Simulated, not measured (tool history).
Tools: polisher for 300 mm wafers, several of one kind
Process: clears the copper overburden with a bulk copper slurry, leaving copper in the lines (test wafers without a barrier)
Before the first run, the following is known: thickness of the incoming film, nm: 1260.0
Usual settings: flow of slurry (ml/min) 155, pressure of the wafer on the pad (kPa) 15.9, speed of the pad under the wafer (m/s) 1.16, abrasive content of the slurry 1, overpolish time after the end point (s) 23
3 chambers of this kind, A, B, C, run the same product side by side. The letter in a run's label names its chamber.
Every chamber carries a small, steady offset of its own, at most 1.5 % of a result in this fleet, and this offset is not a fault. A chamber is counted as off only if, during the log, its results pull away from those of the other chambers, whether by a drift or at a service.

run	day	flow of slurry (ml/min)	pressure of the wafer on the pad (kPa)	speed of the pad under the wafer (m/s)	abrasive content of the slurry	overpolish time after the end point (s)	time until the end point was called (s)	dishing of a wide line in a test structure (angstrom)
1B	0.158	155	15.9	1.16	1	23	144.58	848.99
2C	0.246	155	15.9	1.16	1	23	146.28	857.42
3A	0.379	155	15.9	1.16	1	23	144.69	871.25
4A	0.538	155	15.9	1.16	1	23	146.17	877.46
5B	0.683	155	15.9	1.16	1	23	141.1	893.78
6C	0.771	155	15.9	1.16	1	23	148.7	867.3
7C	0.888	155	15.9	1.16	1	23	143.18	868.72
# day 1.004: chamber C: slurry blender recalibrated
8B	1.025	135	15.9	1.4	1	23	122.69	954.79
9A	1.192	135	15.9	1.4	1	23	121.6	927.19
10A	1.292	135	15.9	1.4	1	23	123.09	938.85
11C	1.417	155	15.9	1.16	1	23	145.4	859.4
12B	1.596	155	15.9	1.16	1	23	139.79	906.54
13A	1.688	155	15.9	1.16	1	23	144.62	884.52
14C	1.867	185	10.3	1.16	1	23	221.26	628.38
15B	1.975	185	10.3	1.16	1	23	207.33	670.37
16B	2.079	185	10.3	1.16	1	23	202.79	667.05
17C	2.179	155	15.9	1.16	1	23	144.81	846.34
18A	2.267	155	15.9	0.92	1.25	23	174.02	788.16
19B	2.421	155	15.9	0.92	1.25	23	159.94	851.98
20C	2.529	155	15.9	0.92	1.25	23	174.16	800.5
21A	2.629	155	15.9	1.16	1	23	141.95	837.86
22A	2.767	155	15.9	1.16	1	23	142.01	884.74
23C	2.938	155	15.9	1.16	1	23	144.26	863.41
24B	3.104	155	15.9	1.16	1	23	132.3	924.68

Is one chamber out of step, is the gauge drifting, or do the chambers differ by no more than their own small offsets? For an off chamber, give its letter and the likeliest cause.

Chamber B drifts away from the others.
Likeliest cause: head's pressure above its setpoint, % = 9.7.

Chamber B could run next with any of the 4 candidate recipes listed below; each alters the usual settings, and their results appear as question marks. Which one brings its results back in line with what the other chambers deliver on the usual settings?
In line here means within this much of the mean the other chambers give on the usual settings: time until the end point was called (s) 7.5; dishing of a wide line in a test structure (angstrom) 48
25B-1	3.229	155	16.5	1.2	1	24	?	?
25B-2	3.229	155	15.2	1.12	1	22	?	?
25B-3	3.229	155	14.5	1.06	1	21	?	?
25B-4	3.229	155	17.2	1.26	1	25	?	?

On the usual settings, the other chambers give on average: time until the end point was called (s) 144.83; dishing of a wide line in a test structure (angstrom) 863.49
run	time until the end point was called (s)	dishing of a wide line in a test structure (angstrom)
25B-1	120.81	982.78
25B-2	141.31	863.18
25B-3	156.47	792.33
25B-4	110.42	1044.3
It is 25B-2 that realigns the chamber with its peers.
